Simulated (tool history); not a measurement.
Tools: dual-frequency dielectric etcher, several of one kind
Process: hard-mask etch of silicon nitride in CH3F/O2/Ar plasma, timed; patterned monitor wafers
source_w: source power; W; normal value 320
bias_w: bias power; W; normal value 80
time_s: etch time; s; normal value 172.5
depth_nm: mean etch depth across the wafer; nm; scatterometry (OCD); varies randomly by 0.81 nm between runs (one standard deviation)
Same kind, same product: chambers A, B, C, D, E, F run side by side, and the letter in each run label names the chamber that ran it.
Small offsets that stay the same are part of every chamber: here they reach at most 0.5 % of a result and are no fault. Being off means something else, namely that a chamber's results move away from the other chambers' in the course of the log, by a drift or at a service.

run	hour	source_w	bias_w	time_s	read-back reference wafer on the same gauge, depth_nm	depth_nm
1E	7.4	320	80	172.5	106.93	115
2D	13.5	320	80	172.5	106.94	114.94
3B	19.4	320	80	172.5	106.91	114.94
4C	26.9	320	80	172.5	106.83	115.14
5F	31	320	80	172.5	107.1	116.61
# hour 33.6: chamber E: wet clean of the chamber
6A	35.7	320	80	172.5	107.14	115.18
# hour 38.3: chamber B: wet clean of the chamber
7D	41	320	80	172.5	106.93	116.43
8A	47.3	320	80	172.5	107.07	114.39
9E	54.6	320	80	172.5	107.19	113.96
10F	58.5	320	80	172.5	106.83	114.98
11B	64.1	320	80	172.5	106.98	114.89
12C	68.9	320	80	172.5	106.95	116.01
13E	75.8	320	80	172.5	106.93	115.03
14F	83.2	320	80	172.5	106.9	116.1
15C	88.3	380	92	172.5	106.84	131.03
16D	94.4	380	92	172.5	106.98	128.93
17A	100.6	380	92	172.5	106.82	128.8
18B	106.5	380	92	172.5	106.92	128.73
# hour 110.5: chamber A: wet clean of the chamber
19A	110.6	380	92	172.5	107.2	127.39
20B	116.7	380	92	172.5	106.98	128.8
21D	120.9	320	80	172.5	106.94	115.32
# hour 125.4: chamber D: wet clean of the chamber
22E	127.8	390	72	172.5	107.11	117.93
23C	131.4	390	72	172.5	106.81	119.88
24F	137.6	390	72	172.5	107.3	118.15
25B	144	390	72	172.5	107.23	120.52
26E	148.3	390	72	172.5	107.04	118.39
27D	152.2	390	72	172.5	107.04	114.66
28A	158.1	320	80	172.5	107.17	114.6
29F	164	320	68	172.5	107.13	108.37
30C	169.9	320	68	172.5	106.85	110.91
31A	174.9	320	68	172.5	107.18	109.46
32B	181	320	68	172.5	107.03	108.12
33D	185.5	320	68	172.5	107.01	106.27
34E	191.4	320	68	172.5	106.89	108.98
35C	195.6	300	68	172.5	107.11	106.44
36F	202.8	300	68	172.5	107.18	106.02
37A	208.3	300	68	172.5	106.97	105.9
# hour 211.1: chamber F: source power generator calibrated
38F	215.1	300	68	172.5	107.03	105.72

Next, all 6 chambers run the settings below, one line each with question marks for the results. What does each chamber give?
39A	220.7	320	80	172.5		?
39B	220.7	320	80	172.5		?
39C	220.7	320	80	172.5		?
39D	220.7	320	80	172.5		?
39E	220.7	320	80	172.5		?
39F	220.7	320	80	172.5		?

run	depth_nm
39A	116.1
39B	114.64
39C	115.23
39D	110.16
39E	114.45
39F	115.25
